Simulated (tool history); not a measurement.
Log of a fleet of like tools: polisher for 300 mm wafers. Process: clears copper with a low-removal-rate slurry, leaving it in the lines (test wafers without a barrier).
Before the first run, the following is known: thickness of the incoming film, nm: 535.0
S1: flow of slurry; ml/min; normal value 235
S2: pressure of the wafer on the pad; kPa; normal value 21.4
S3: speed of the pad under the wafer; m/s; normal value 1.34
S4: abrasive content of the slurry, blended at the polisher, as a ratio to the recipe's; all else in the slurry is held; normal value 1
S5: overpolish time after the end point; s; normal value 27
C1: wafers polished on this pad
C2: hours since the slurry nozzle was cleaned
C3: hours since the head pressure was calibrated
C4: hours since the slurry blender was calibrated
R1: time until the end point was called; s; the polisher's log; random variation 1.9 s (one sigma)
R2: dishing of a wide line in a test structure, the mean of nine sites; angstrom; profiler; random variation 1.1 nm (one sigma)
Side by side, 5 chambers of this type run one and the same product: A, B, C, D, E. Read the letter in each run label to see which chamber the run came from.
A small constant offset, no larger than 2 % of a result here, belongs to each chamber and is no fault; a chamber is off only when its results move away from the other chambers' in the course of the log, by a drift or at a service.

| run | day | S1 | S2 | S3 | S4 | S5 | C1 | C2 | C3 | C4 | R1 | R2 |
|---|---|---|---|---|---|---|---|---|---|---|---|---|
|  | 0.004 | chamber B: worn pad replaced by a new one |
| 1B | 0.612 | 235 | 21.4 | 1.34 | 1 | 27 | 91 | 172.3 | 534.5 | 77.1 | 122.61 | 642.04 |
|  | 0.75 | chamber E: worn pad replaced by a new one |
| 2C | 1.133 | 235 | 21.4 | 1.34 | 1 | 27 | 431 | 381.1 | 59.1 | 64.7 | 121.59 | 649.18 |
|  | 1.246 | chamber B: slurry blender recalibrated |
| 3D | 1.521 | 235 | 21.4 | 1.34 | 1 | 27 | 672 | 55.1 | 316.8 | 101.2 | 125.3 | 655.09 |
| 4E | 2.042 | 235 | 21.4 | 1.34 | 1 | 27 | 194 | 240 | 455.4 | 65.3 | 120.39 | 659.91 |
| 5A | 2.417 | 235 | 21.4 | 1.34 | 1 | 27 | 971 | 428.3 | 68.2 | 221.7 | 120.76 | 653.62 |
| 6E | 2.925 | 235 | 21.4 | 1.34 | 1 | 27 | 327 | 261.2 | 476.6 | 86.5 | 120.57 | 644.98 |
|  | 3.15 | chamber A: worn pad replaced by a new one |
| 7B | 3.321 | 235 | 21.4 | 1.34 | 1 | 27 | 499 | 237.3 | 599.5 | 49.9 | 125.52 | 652.71 |
|  | 3.625 | chamber D: slurry blender recalibrated |
| 8C | 3.7 | 235 | 21.4 | 1.34 | 1 | 27 | 817 | 442.7 | 120.7 | 126.3 | 125.71 | 631.12 |
|  | 4.142 | chamber E: head pressure recalibrated |
|  | 4.312 | chamber D: worn pad replaced by a new one |
| 9A | 4.321 | 235 | 21.4 | 1.34 | 1 | 27 | 176 | 474 | 113.9 | 267.4 | 119.13 | 635.03 |
|  | 4.367 | chamber B: worn pad replaced by a new one |
| 10D | 4.762 | 235 | 21.4 | 1.34 | 1 | 27 | 68 | 132.9 | 394.6 | 27.3 | 116.88 | 659.7 |
| 11B | 5.188 | 235 | 21.4 | 1.34 | 1 | 27 | 123 | 282.1 | 644.3 | 94.7 | 119.38 | 645.98 |
|  | 5.392 | chamber E: worn pad replaced by a new one |
| 12D | 5.792 | 235 | 21.4 | 1.34 | 1 | 27 | 223 | 157.6 | 419.3 | 52 | 121.64 | 650.52 |
|  | 5.975 | chamber B: slurry blender recalibrated |
| 13A | 6.175 | 235 | 27.6 | 1.34 | 1 | 16 | 455 | 518.5 | 158.4 | 311.9 | 92.683 | 534.78 |
| 14C | 6.454 | 235 | 27.6 | 1.34 | 1 | 16 | 1231 | 508.8 | 186.8 | 192.4 | 93.972 | 538.36 |
|  | 6.654 | chamber C: worn pad replaced by a new one |
| 15E | 6.804 | 235 | 27.6 | 1.34 | 1 | 16 | 213 | 354.3 | 63.9 | 179.6 | 93.607 | 547.83 |
| 16E | 7.275 | 235 | 27.6 | 1.34 | 1 | 16 | 283 | 365.6 | 75.2 | 190.9 | 93.153 | 550.03 |
| 17B | 7.592 | 235 | 27.6 | 1.34 | 1 | 16 | 485 | 339.8 | 702 | 38.8 | 91.929 | 557.01 |
| 18D | 8.092 | 235 | 21.4 | 1.34 | 1 | 27 | 569 | 212.8 | 474.5 | 107.2 | 122.89 | 672.99 |
| 19A | 8.579 | 235 | 21.4 | 1.34 | 1 | 27 | 817 | 576.2 | 216.1 | 369.6 | 123.57 | 643.5 |
|  | 8.846 | chamber B: worn pad replaced by a new one |
| 20C | 9.012 | 235 | 21.4 | 1.34 | 1 | 27 | 355 | 570.2 | 248.2 | 253.8 | 122.16 | 637.98 |
| 21D | 9.333 | 235 | 21.4 | 1.34 | 1 | 27 | 755 | 242.6 | 504.3 | 137 | 124.37 | 674.12 |
|  | 9.412 | chamber A: slurry blender recalibrated |
|  | 9.8 | chamber D: slurry blender recalibrated |
|  | 9.842 | chamber C: slurry blender recalibrated |
| 22C | 9.933 | 235 | 21.4 | 1.34 | 1 | 27 | 493 | 592.3 | 270.3 | 2.3 | 122.42 | 636.48 |
| 23A | 10.358 | 235 | 21.4 | 1.34 | 1 | 27 | 1085 | 618.9 | 258.8 | 22.8 | 122.81 | 649 |
|  | 10.512 | chamber A: worn pad replaced by a new one |
| 24B | 10.692 | 235 | 21.4 | 1.34 | 1 | 27 | 277 | 414.2 | 776.4 | 113.2 | 114.21 | 669.73 |
|  | 10.838 | chamber E: worn pad replaced by a new one |
| 25E | 11.017 | 235 | 21.4 | 1.34 | 1 | 27 | 27 | 455.4 | 165 | 280.7 | 120.17 | 670.37 |
|  | 11.025 | chamber D: worn pad replaced by a new one |
|  | 11.075 | chamber B: slurry blender recalibrated |
| 26B | 11.312 | 235 | 21.4 | 1.34 | 1 | 27 | 371 | 429.1 | 791.3 | 5.7 | 115.7 | 658.57 |
| 27C | 11.6 | 235 | 21.4 | 1.34 | 1 | 27 | 744 | 632.3 | 310.3 | 42.3 | 126.86 | 642.48 |
| 28D | 12.062 | 235 | 21.4 | 1.34 | 1 | 27 | 156 | 308.1 | 569.8 | 54.3 | 123.95 | 641.51 |
| 29E | 12.671 | 235 | 21.4 | 1.1 | 0.7 | 27 | 276 | 495.1 | 204.7 | 320.4 | 160.85 | 544.94 |
| 30A | 13.067 | 235 | 21.4 | 1.1 | 0.7 | 27 | 384 | 683.9 | 323.8 | 87.8 | 159.5 | 539.17 |

The same settings go to every chamber for the next run, one line per chamber below. Forecast the results for each:
| 31A | 13.521 | 305 | 21.4 | 1.34 | 1 | 27 |  |  |  |  | ? | ? |
| 31B | 13.521 | 305 | 21.4 | 1.34 | 1 | 27 |  |  |  |  | ? | ? |
| 31C | 13.521 | 305 | 21.4 | 1.34 | 1 | 27 |  |  |  |  | ? | ? |
| 31D | 13.521 | 305 | 21.4 | 1.34 | 1 | 27 |  |  |  |  | ? | ? |
| 31E | 13.521 | 305 | 21.4 | 1.34 | 1 | 27 |  |  |  |  | ? | ? |

| run | R1 | R2 |
|---|---|---|
| 31A | 118.91 | 674.75 |
| 31B | 108.89 | 716.36 |
| 31C | 116.08 | 656.33 |
| 31D | 121.7 | 666.68 |
| 31E | 118.17 | 654.14 |

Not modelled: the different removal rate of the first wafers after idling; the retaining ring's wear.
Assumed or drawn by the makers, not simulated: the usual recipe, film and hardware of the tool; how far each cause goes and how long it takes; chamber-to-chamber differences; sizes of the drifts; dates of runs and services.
